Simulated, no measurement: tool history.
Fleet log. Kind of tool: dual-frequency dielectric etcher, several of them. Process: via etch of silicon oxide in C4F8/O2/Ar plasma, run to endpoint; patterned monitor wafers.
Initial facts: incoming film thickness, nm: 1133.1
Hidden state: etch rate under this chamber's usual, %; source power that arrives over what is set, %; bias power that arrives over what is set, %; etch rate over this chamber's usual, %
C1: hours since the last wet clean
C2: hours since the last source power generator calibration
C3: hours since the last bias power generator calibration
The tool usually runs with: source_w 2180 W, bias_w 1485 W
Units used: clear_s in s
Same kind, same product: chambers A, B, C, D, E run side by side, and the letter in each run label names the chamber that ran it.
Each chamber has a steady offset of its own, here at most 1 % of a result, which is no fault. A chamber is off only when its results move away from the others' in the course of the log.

{"run": "1D", "hour": 8.2, "source_w": 2180, "bias_w": 1485, "C1": 467.8, "C2": 1818.2, "C3": 3305.4, "clear_s": 237.07}
{"run": "2B", "hour": 16.1, "source_w": 2180, "bias_w": 1485, "C1": 474.5, "C2": 850.7, "C3": 1076.6, "clear_s": 236.78}
{"run": "3E", "hour": 24.6, "source_w": 2180, "bias_w": 1485, "C1": 207.3, "C2": 3389.4, "C3": 441.7, "clear_s": 235.35}
{"run": "4A", "hour": 31.9, "source_w": 2180, "bias_w": 1485, "C1": 238.1, "C2": 374.9, "C3": 1798.8, "clear_s": 237.78}
{"run": "5C", "hour": 37.8, "source_w": 2180, "bias_w": 1485, "C1": 466.5, "C2": 3443.4, "C3": 2349.9, "clear_s": 234.77}
{"run": "6C", "hour": 45.5, "source_w": 2450, "bias_w": 1194, "C1": 474.2, "C2": 3451.1, "C3": 2357.6, "clear_s": 234.25}
{"run": "7D", "hour": 53.6, "source_w": 2450, "bias_w": 1194, "C1": 513.2, "C2": 1863.6, "C3": 3350.8, "clear_s": 233.92}
{"run": "8E", "hour": 64.6, "source_w": 2450, "bias_w": 1194, "C1": 247.3, "C2": 3429.4, "C3": 481.7, "clear_s": 237.08}
{"run": "9A", "hour": 75.8, "source_w": 2450, "bias_w": 1194, "C1": 282, "C2": 418.8, "C3": 1842.7, "clear_s": 236.51}
{"run": "10B", "hour": 86.3, "source_w": 2450, "bias_w": 1194, "C1": 544.7, "C2": 920.9, "C3": 1146.8, "clear_s": 238.42}
{"run": "11B", "hour": 94.8, "source_w": 1850, "bias_w": 1329, "C1": 553.2, "C2": 929.4, "C3": 1155.3, "clear_s": 258.34}
{"hour": 95.6, "done": "chamber C: source power generator calibrated"}
{"hour": 98.3, "done": "chamber B: wet clean of the chamber"}
{"run": "12C", "hour": 102.9, "source_w": 1850, "bias_w": 1329, "C1": 531.6, "C2": 7.3, "C3": 2415, "clear_s": 255.94}
{"hour": 109.0, "done": "chamber D: wet clean of the chamber"}
{"run": "13E", "hour": 112.9, "source_w": 1850, "bias_w": 1329, "C1": 295.6, "C2": 3477.7, "C3": 530, "clear_s": 258.28}
{"run": "14D", "hour": 124.2, "source_w": 1850, "bias_w": 1329, "C1": 15.2, "C2": 1934.2, "C3": 3421.4, "clear_s": 257.24}
{"run": "15A", "hour": 135.0, "source_w": 1850, "bias_w": 1329, "C1": 341.2, "C2": 478, "C3": 1901.9, "clear_s": 260.2}
{"hour": 139.2, "done": "chamber D: bias power generator calibrated"}
{"run": "16C", "hour": 143.4, "source_w": 2180, "bias_w": 1485, "C1": 572.1, "C2": 47.8, "C3": 2455.5, "clear_s": 234.12}
{"run": "17A", "hour": 153.6, "source_w": 2180, "bias_w": 1485, "C1": 359.8, "C2": 496.6, "C3": 1920.5, "clear_s": 238}
{"run": "18E", "hour": 163.0, "source_w": 2180, "bias_w": 1485, "C1": 345.7, "C2": 3527.8, "C3": 580.1, "clear_s": 232.39}
{"run": "19B", "hour": 172.5, "source_w": 2180, "bias_w": 1485, "C1": 74.3, "C2": 1007.1, "C3": 1233, "clear_s": 232.83}
{"run": "20D", "hour": 180.9, "source_w": 2180, "bias_w": 1485, "C1": 71.9, "C2": 1990.9, "C3": 41.8, "clear_s": 234.3}
{"hour": 183.7, "done": "chamber C: wet clean of the chamber"}
{"run": "21A", "hour": 188.9, "source_w": 1660, "bias_w": 1278, "C1": 395.1, "C2": 531.9, "C3": 1955.8, "clear_s": 273.97}
{"run": "22D", "hour": 195.5, "source_w": 1660, "bias_w": 1278, "C1": 86.5, "C2": 2005.5, "C3": 56.4, "clear_s": 269.87}
{"run": "23C", "hour": 202.4, "source_w": 1660, "bias_w": 1278, "C1": 18.8, "C2": 106.8, "C3": 2514.5, "clear_s": 271.72}
{"hour": 207.1, "done": "chamber A: bias power generator calibrated"}
{"run": "24B", "hour": 210.4, "source_w": 1660, "bias_w": 1278, "C1": 112.2, "C2": 1045, "C3": 1270.9, "clear_s": 271.56}
{"run": "25E", "hour": 222.2, "source_w": 1660, "bias_w": 1278, "C1": 404.9, "C2": 3587, "C3": 639.3, "clear_s": 269.52}
{"run": "26C", "hour": 227.9, "source_w": 2180, "bias_w": 1485, "C1": 44.3, "C2": 132.3, "C3": 2540, "clear_s": 234.11}
{"hour": 231.7, "done": "chamber E: source power generator calibrated"}
{"run": "27D", "hour": 236.7, "source_w": 2180, "bias_w": 1485, "C1": 127.7, "C2": 2046.7, "C3": 97.6, "clear_s": 234.23}
{"run": "28B", "hour": 243.9, "source_w": 2180, "bias_w": 1485, "C1": 145.7, "C2": 1078.5, "C3": 1304.4, "clear_s": 233.61}
{"run": "29A", "hour": 254.5, "source_w": 2180, "bias_w": 1485, "C1": 460.7, "C2": 597.5, "C3": 47.4, "clear_s": 235.51}
{"run": "30E", "hour": 261.5, "source_w": 2180, "bias_w": 1485, "C1": 444.2, "C2": 29.8, "C3": 678.6, "clear_s": 233.24}
{"run": "31B", "hour": 272.3, "source_w": 2180, "bias_w": 1485, "C1": 174.1, "C2": 1106.9, "C3": 1332.8, "clear_s": 234.47}
{"run": "32A", "hour": 281.7, "source_w": 2640, "bias_w": 1485, "C1": 487.9, "C2": 624.7, "C3": 74.6, "clear_s": 218.47}
{"run": "33C", "hour": 287.7, "source_w": 2640, "bias_w": 1485, "C1": 104.1, "C2": 192.1, "C3": 2599.8, "clear_s": 214.89}
{"hour": 292.3, "done": "chamber C: bias power generator calibrated"}
{"run": "34E", "hour": 296.4, "source_w": 2640, "bias_w": 1485, "C1": 479.1, "C2": 64.7, "C3": 713.5, "clear_s": 217.86}
{"run": "35D", "hour": 307.1, "source_w": 2640, "bias_w": 1485, "C1": 198.1, "C2": 2117.1, "C3": 168, "clear_s": 216.22}
{"run": "36D", "hour": 318.0, "source_w": 2640, "bias_w": 1485, "C1": 209, "C2": 2128, "C3": 178.9, "clear_s": 218.53}
{"hour": 323.9, "done": "chamber E: wet clean of the chamber"}
{"run": "37B", "hour": 325.1, "source_w": 2180, "bias_w": 1485, "C1": 226.9, "C2": 1159.7, "C3": 1385.6, "clear_s": 237.88}
{"run": "38C", "hour": 336.2, "source_w": 1720, "bias_w": 1618, "C1": 152.6, "C2": 240.6, "C3": 43.9, "clear_s": 252.8}
{"run": "39A", "hour": 343.1, "source_w": 1720, "bias_w": 1618, "C1": 549.3, "C2": 686.1, "C3": 136, "clear_s": 254.48}
{"run": "40E", "hour": 353.3, "source_w": 1720, "bias_w": 1618, "C1": 29.4, "C2": 121.6, "C3": 770.4, "clear_s": 251.41}
{"run": "41B", "hour": 366.1, "source_w": 1720, "bias_w": 1618, "C1": 267.9, "C2": 1200.7, "C3": 1426.6, "clear_s": 249.76}

The same settings go to every chamber for the next run, one line per chamber below. Forecast the results for each:
{"run": "42A", "hour": 375.4, "source_w": 2180, "bias_w": 1485, "clear_s": "?"}
{"run": "42B", "hour": 375.4, "source_w": 2180, "bias_w": 1485, "clear_s": "?"}
{"run": "42C", "hour": 375.4, "source_w": 2180, "bias_w": 1485, "clear_s": "?"}
{"run": "42D", "hour": 375.4, "source_w": 2180, "bias_w": 1485, "clear_s": "?"}
{"run": "42E", "hour": 375.4, "source_w": 2180, "bias_w": 1485, "clear_s": "?"}

run=42A clear_s=236.07
run=42B clear_s=231.61
run=42C clear_s=230.87
run=42D clear_s=234.17
run=42E clear_s=235.08
